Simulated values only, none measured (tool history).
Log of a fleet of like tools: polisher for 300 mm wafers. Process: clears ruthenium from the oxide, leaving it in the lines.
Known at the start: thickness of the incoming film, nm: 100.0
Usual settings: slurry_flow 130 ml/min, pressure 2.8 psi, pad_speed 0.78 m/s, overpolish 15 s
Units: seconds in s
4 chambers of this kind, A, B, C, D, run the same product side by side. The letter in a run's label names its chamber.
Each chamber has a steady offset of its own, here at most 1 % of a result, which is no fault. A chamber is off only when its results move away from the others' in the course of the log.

| run | hour | slurry_flow | pressure | pad_speed | overpolish | wafers polished on this pad | hours since the slurry nozzle was cleaned | hours since the head pressure was calibrated | seconds |
|---|---|---|---|---|---|---|---|---|---|
|  | 4.8 | chamber D: worn pad replaced by a new one |
| 1A | 6.2 | 130 | 2.8 | 0.78 | 15 | 262 | 9.5 | 1143.2 | 99.515 |
| 2B | 11.5 | 130 | 2.8 | 0.78 | 15 | 1039 | 11.8 | 110.7 | 99.411 |
| 3C | 14.7 | 130 | 2.8 | 0.78 | 15 | 467 | 317.7 | 1118.1 | 96.365 |
| 4D | 18.1 | 130 | 2.8 | 0.78 | 15 | 101 | 475.2 | 547.2 | 97.932 |
| 5B | 24.5 | 130 | 2.8 | 0.78 | 15 | 1138 | 24.8 | 123.7 | 97.048 |
| 6C | 29.3 | 130 | 2.8 | 0.78 | 15 | 578 | 332.3 | 1132.7 | 96.625 |
|  | 31.4 | chamber D: slurry nozzle cleaned |
| 7A | 33.7 | 130 | 2.8 | 0.78 | 15 | 470 | 37.0 | 1170.7 | 97.023 |
|  | 36.5 | chamber B: worn pad replaced by a new one |
| 8D | 37.2 | 130 | 2.8 | 0.78 | 15 | 246 | 5.8 | 566.3 | 96.773 |
| 9C | 42.4 | 145 | 2.8 | 0.78 | 15 | 677 | 345.4 | 1145.8 | 94.609 |
|  | 46.3 | chamber A: worn pad replaced by a new one |
| 10D | 47.4 | 145 | 2.8 | 0.78 | 15 | 323 | 16.0 | 576.5 | 96.863 |
| 11B | 51.5 | 145 | 2.8 | 0.78 | 15 | 113 | 51.8 | 150.7 | 96.378 |
| 12A | 57.6 | 145 | 2.8 | 0.78 | 15 | 86 | 60.9 | 1194.6 | 95.295 |
| 13D | 61.5 | 130 | 2.8 | 0.78 | 15 | 430 | 30.1 | 590.6 | 98.131 |
| 14C | 67.8 | 150 | 2.3 | 0.78 | 15 | 869 | 370.8 | 1171.2 | 115.730 |
| 15B | 73.5 | 150 | 2.3 | 0.78 | 15 | 280 | 73.8 | 172.7 | 118.860 |
| 16A | 77.8 | 150 | 2.3 | 0.78 | 15 | 239 | 81.1 | 1214.8 | 116.130 |
| 17A | 82.1 | 150 | 2.3 | 0.78 | 15 | 271 | 85.4 | 1219.1 | 119.220 |
| 18C | 88.8 | 130 | 2.8 | 0.78 | 15 | 1029 | 391.8 | 1192.2 | 97.490 |
| 19D | 94.4 | 130 | 2.8 | 0.78 | 15 | 679 | 63.0 | 623.5 | 96.177 |
|  | 97.1 | chamber D: worn pad replaced by a new one |
| 20B | 98.2 | 130 | 2.8 | 0.78 | 15 | 467 | 98.5 | 197.4 | 100.250 |
| 21D | 102.3 | 110 | 2.8 | 0.78 | 15 | 39 | 70.9 | 631.4 | 100.350 |
|  | 104.5 | chamber C: worn pad replaced by a new one |
| 22B | 107.1 | 110 | 2.8 | 0.78 | 15 | 535 | 107.4 | 206.3 | 101.050 |
| 23C | 110.8 | 110 | 2.8 | 0.78 | 15 | 47 | 413.8 | 1214.2 | 101.330 |
|  | 114.3 | chamber A: worn pad replaced by a new one |
| 24A | 116.7 | 110 | 2.8 | 0.78 | 15 | 18 | 120.0 | 1253.7 | 104.470 |
| 25C | 123.4 | 130 | 2.8 | 0.62 | 15 | 143 | 426.4 | 1226.8 | 123.420 |
| 26B | 129.6 | 130 | 2.8 | 0.62 | 15 | 706 | 129.9 | 228.8 | 123.580 |
| 27D | 134.0 | 130 | 2.8 | 0.62 | 15 | 279 | 102.6 | 663.1 | 126.210 |

Is one chamber off against the others, does the gauge drift, or is nothing wrong? If a chamber is off, say which, and what the likeliest cause is.

No chamber stands off beyond its own small offset, and the gauge holds steady.
